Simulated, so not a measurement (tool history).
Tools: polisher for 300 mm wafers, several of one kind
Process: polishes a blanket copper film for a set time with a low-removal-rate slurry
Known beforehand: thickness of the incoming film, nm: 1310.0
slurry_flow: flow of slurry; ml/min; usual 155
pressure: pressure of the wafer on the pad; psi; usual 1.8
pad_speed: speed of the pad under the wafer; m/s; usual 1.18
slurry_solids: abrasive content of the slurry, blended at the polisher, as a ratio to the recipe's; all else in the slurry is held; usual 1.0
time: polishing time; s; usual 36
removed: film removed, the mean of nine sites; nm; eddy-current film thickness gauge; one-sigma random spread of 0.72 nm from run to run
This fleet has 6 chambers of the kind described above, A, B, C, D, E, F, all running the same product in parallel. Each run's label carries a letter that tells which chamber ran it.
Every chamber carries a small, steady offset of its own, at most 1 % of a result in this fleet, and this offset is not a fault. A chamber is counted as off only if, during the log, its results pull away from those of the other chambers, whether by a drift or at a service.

run   hour  slurry_flow  pressure  pad_speed  slurry_solids  time  wafers polished on this pad  hours since the slurry nozzle was cleaned  hours since the head pressure was calibrated  hours since the slurry blender was calibrated  removed
       7.7  -- chamber A: worn pad replaced by a new one
 1E    8.3          155       1.8       1.18            1.0    36                          314                                      587.7                                         174.0                                          309.7   67.068
       9.8  -- chamber F: slurry blender recalibrated
 2F   15.6          155       1.8       1.18            1.0    36                          761                                       63.1                                         588.8                                            5.8   68.816
 3B   22.1          155       1.8       1.18            1.0    36                          857                                      573.0                                         260.4                                           52.5   67.504
      26.8  -- chamber B: worn pad replaced by a new one
 4C   28.1          155       1.8       1.18            1.0    36                          912                                      442.8                                          87.9                                          187.2   67.684
      30.8  -- chamber C: worn pad replaced by a new one
 5D   33.6          155       1.8       1.18            1.0    36                          594                                       46.4                                         239.8                                           36.6   68.163
      41.0  -- chamber E: slurry blender recalibrated
 6A   41.1          135       2.1       1.18            1.0    36                          352                                      229.5                                         358.0                                          305.0   76.879
      45.6  -- chamber E: worn pad replaced by a new one
 7D   47.1          135       2.1       1.18            1.0    36                          736                                       59.9                                         253.3                                           50.1   76.031
      48.9  -- chamber C: slurry nozzle cleaned
 8C   56.0          135       2.1       1.18            1.0    36                          266                                        7.1                                         115.8                                          215.1   76.235
 9F   65.4          135       2.1       1.18            1.0    36                         1286                                      112.9                                         638.6                                           55.6   78.091
10B   75.1          135       2.1       1.18            1.0    36                          510                                      626.0                                         313.4                                          105.5   77.061
      79.2  -- chamber F: worn pad replaced by a new one
      81.1  -- chamber C: slurry blender recalibrated
11A   84.3          135       2.1       1.18            1.0    36                          808                                      272.7                                         401.2                                          348.2   77.319
      85.9  -- chamber B: slurry nozzle cleaned
      90.4  -- chamber B: head pressure recalibrated
12E   91.6          155       2.2       0.78            1.0    36                          486                                      671.0                                         257.3                                           50.7   54.955
13E   97.1          155       2.2       0.78            1.0    36                          544                                      676.5                                         262.8                                           56.2   54.681
14F  104.2          155       2.2       0.78            1.0    36                          263                                      151.7                                         677.4                                           94.4   55.062
     108.1  -- chamber B: worn pad replaced by a new one
     108.6  -- chamber D: worn pad replaced by a new one
15A  113.1          155       2.2       0.78            1.0    36                         1111                                      301.5                                         430.0                                          377.0   54.699
     121.4  -- chamber E: worn pad replaced by a new one
     121.8  -- chamber C: worn pad replaced by a new one
16C  122.6          155       2.2       0.78            1.0    36                            8                                       73.7                                         182.4                                           41.6   55.113
     122.8  -- chamber E: slurry nozzle cleaned
     125.0  -- chamber A: slurry blender recalibrated
17D  131.5          155       2.2       0.78            1.0    36                          241                                      144.3                                         337.7                                          134.5   51.184
18B  136.1          155       1.8       1.18            1.0    36                          295                                       50.2                                          45.7                                          166.5   67.831
     137.1  -- chamber F: slurry nozzle cleaned
     139.9  -- chamber F: head pressure recalibrated
19F  141.4          155       1.8       1.18            1.0    36                          656                                        4.3                                           1.6                                          131.6   69.176
20B  151.1          155       1.8       1.18            1.0    36                          453                                       65.2                                          60.7                                          181.5   67.436
21A  157.0          155       1.6       1.18            1.0    27                         1574                                      345.4                                         473.9                                           32.0   45.202
     158.6  -- chamber A: worn pad replaced by a new one
22D  166.6          155       1.6       1.18            1.0    27                          612                                      179.4                                         372.8                                          169.6   43.057
23E  172.7          155       1.6       1.18            1.0    27                          541                                       49.9                                         338.4                                          131.8   44.967
24C  179.7          155       1.6       1.18            1.0    27                          611                                      130.8                                         239.5                                           98.7   45.033
     180.1  -- chamber E: worn pad replaced by a new one
     184.2  -- chamber B: worn pad replaced by a new one
25A  186.9          155       1.6       1.18            1.0    27                          298                                      375.3                                         503.8                                           61.9   45.025
26C  194.9          155       1.6       1.18            1.0    27                          771                                      146.0                                         254.7                                          113.9   45.296
27F  202.3          155       1.8       1.18            1.0    36                         1298                                       65.2                                          62.5                                          192.5   67.418
28B  210.9          155       1.8       1.18            1.0    36                          282                                      125.0                                         120.5                                          241.3   68.141
     216.5  -- chamber C: worn pad replaced by a new one
29D  219.9          155       1.8       1.18            1.0    36                         1174                                      232.7                                         426.1                                          222.9   62.801
30E  225.5          155       1.8       1.18            1.0    36                          479                                      102.7                                         391.2                                          184.6   68.391
31D  232.7          120       1.8       1.18            1.0    36                         1309                                      245.5                                         438.9                                          235.7   58.756
     236.2  -- chamber F: worn pad replaced by a new one
32F  240.4          120       1.8       1.18            1.0    36                           44                                      103.3                                         100.6                                          230.6   64.796
     246.1  -- chamber E: worn pad replaced by a new one
     250.3  -- chamber D: worn pad replaced by a new one
33A  250.6          120       1.8       1.18            1.0    36                          970                                      439.0                                         567.5                                          125.6   65.163
34C  257.4          120       1.8       1.18            1.0    36                          431                                      208.5                                         317.2                                          176.4   64.322
35B  263.3          120       1.8       1.18            1.0    36                          835                                      177.4                                         172.9                                          293.7   64.966
36E  271.9          120       1.8       1.18            1.0    36                          273                                      149.1                                         437.6                                          231.0   64.653
     277.4  -- chamber B: worn pad replaced by a new one
37D  278.0          155       1.8       1.18            1.0    36                          292                                      290.8                                         484.2                                          281.0   61.162
38E  284.0          155       1.5       1.40            1.0    36                          400                                      161.2                                         449.7                                          243.1   66.273
     284.9  -- chamber A: worn pad replaced by a new one
     286.0  -- chamber D: slurry nozzle cleaned
     286.4  -- chamber F: slurry blender recalibrated
39B  288.9          155       1.5       1.40            1.0    36                          122                                      203.0                                         198.5                                          319.3   69.238
40C  296.6          155       1.5       1.40            1.0    36                          845                                      247.7                                         356.4                                          215.6   66.826
41A  305.9          155       1.5       1.40            1.0    36                          222                                      494.3                                         622.8                                          180.9   67.070
42F  315.1          155       1.5       1.40            1.0    36                          832                                      178.0                                         175.3                                           28.7   67.240
43F  324.2          155       1.5       1.40            1.0    36                          928                                      187.1                                         184.4                                           37.8   66.203
44D  334.0          155       1.8       1.18            1.0    36                          883                                       48.1                                         540.2                                          337.0   58.930

Read the log: is a single chamber off, either drifting away or since a service, is the gauge that measures every chamber drifting, or is nothing wrong beyond small per-chamber offsets? Name any odd chamber and what most likely caused it.

It is chamber D that slowly wanders off from its peers.
What lies behind it: head's pressure below its setpoint, % = 11.5.

Below are 4 candidate recipes for chamber D's next run, each the usual settings with a change, their results shown as question marks. Which of them brings D's results back in line with what the other chambers give on the usual settings?
Counts as in line when no further than this from what the other chambers average on the usual settings: removed 2.500 nm
45D-1  341.2          155       1.8       1.22            1.0    37                                                                                                                                                                             ?
45D-2  341.2          155       1.9       1.18            1.0    39                                                                                                                                                                             ?
45D-3  341.2          155       1.8       1.10            1.0    36                                                                                                                                                                             ?
45D-4  341.2          155       1.7       1.14            1.0    35                                                                                                                                                                             ?

The mean the other chambers reach with the usual settings: removed 67.872 nm
  run  removed
45D-1   63.222
45D-2   67.949
45D-3   55.375
45D-4   52.771
The right change is 45D-2: it brings the chamber back within the allowed miss of the others.
